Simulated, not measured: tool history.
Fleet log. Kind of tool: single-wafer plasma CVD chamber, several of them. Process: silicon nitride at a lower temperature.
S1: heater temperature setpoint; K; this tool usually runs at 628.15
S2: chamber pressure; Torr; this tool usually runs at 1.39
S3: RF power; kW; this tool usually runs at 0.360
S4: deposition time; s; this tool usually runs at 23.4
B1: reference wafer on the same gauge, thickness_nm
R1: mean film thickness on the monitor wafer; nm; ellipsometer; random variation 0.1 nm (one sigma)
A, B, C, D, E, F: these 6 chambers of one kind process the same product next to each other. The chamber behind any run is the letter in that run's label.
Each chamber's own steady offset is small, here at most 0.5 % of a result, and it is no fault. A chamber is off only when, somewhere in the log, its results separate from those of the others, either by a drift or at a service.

run	hour	S1	S2	S3	S4	B1	R1
1F	6.2	628.15	1.39	0.360	23.4	31.904	29.712
2E	12.4	628.15	1.39	0.360	23.4	31.892	29.799
3A	20.4	628.15	1.39	0.360	23.4	31.903	29.707
4C	29.4	628.15	1.39	0.360	23.4	31.912	29.700
5B	38.5	628.15	1.39	0.360	23.4	31.908	29.898
6D	43.0	628.15	1.39	0.360	23.4	31.936	29.594
7C	51.7	628.15	1.39	0.360	23.4	31.897	29.969
8B	59.8	628.15	1.39	0.360	23.4	31.892	29.584
# hour 62.0: chamber E: capacitance manometer re-zeroed and calibrated
9E	67.1	628.15	1.39	0.360	23.4	31.915	29.855
10A	72.1	628.15	1.39	0.360	23.4	31.920	29.765
11F	79.7	628.15	1.39	0.360	23.4	31.909	29.751
12D	85.3	628.15	1.39	0.360	23.4	31.901	29.541
13D	94.5	628.15	1.39	0.360	23.4	31.899	29.545
14B	101.4	622.15	1.39	0.360	23.4	31.916	29.758
15C	109.9	622.15	1.39	0.360	23.4	31.888	29.755
16F	116.1	622.15	1.39	0.360	23.4	31.887	29.844
17A	124.0	622.15	1.39	0.360	23.4	31.883	29.898
# hour 128.7: chamber E: thermocouple changed; heater temperature recalibrated
18E	129.6	622.15	1.39	0.360	23.4	31.915	29.695
19D	139.3	622.15	1.39	0.360	23.4	31.910	29.691
20A	145.0	637.15	1.39	0.385	23.4	31.891	30.953
21F	151.2	637.15	1.39	0.385	23.4	31.891	30.948
22B	160.4	637.15	1.39	0.385	23.4	31.899	30.814
23C	170.3	637.15	1.39	0.385	23.4	31.913	30.832
24E	175.6	637.15	1.39	0.385	23.4	31.895	30.934
25C	182.0	637.15	1.39	0.385	23.4	31.888	31.057
26A	188.8	628.15	1.39	0.360	23.4	31.912	29.760
27F	193.8	636.15	1.39	0.400	23.4	31.902	31.787
28D	202.4	636.15	1.39	0.400	23.4	31.886	31.578
29B	209.2	636.15	1.39	0.400	23.4	31.877	31.408
30E	215.1	636.15	1.39	0.400	23.4	31.878	31.914
31A	220.8	636.15	1.39	0.400	23.4	31.873	31.832
32C	226.6	636.15	1.39	0.400	23.4	31.910	31.743
33E	231.9	628.15	1.39	0.360	23.4	31.882	29.778
34D	237.7	628.15	1.39	0.360	23.4	31.879	29.754
35B	247.9	628.15	1.39	0.360	23.4	31.864	29.746
# hour 252.2: chamber F: thermocouple changed; heater temperature recalibrated
36F	253.2	628.15	1.39	0.360	23.4	31.924	29.667
37C	262.5	623.15	1.14	0.360	23.4	31.908	28.269
38D	272.6	623.15	1.14	0.360	23.4	31.908	28.035

Predict what each chamber gives when all 6 of them run the settings below next.
39A	279.9	635.15	1.39	0.360	23.4		?
39B	279.9	635.15	1.39	0.360	23.4		?
39C	279.9	635.15	1.39	0.360	23.4		?
39D	279.9	635.15	1.39	0.360	23.4		?
39E	279.9	635.15	1.39	0.360	23.4		?
39F	279.9	635.15	1.39	0.360	23.4		?

run	R1
39A	29.863
39B	29.664
39C	29.587
39D	29.481
39E	29.606
39F	29.510

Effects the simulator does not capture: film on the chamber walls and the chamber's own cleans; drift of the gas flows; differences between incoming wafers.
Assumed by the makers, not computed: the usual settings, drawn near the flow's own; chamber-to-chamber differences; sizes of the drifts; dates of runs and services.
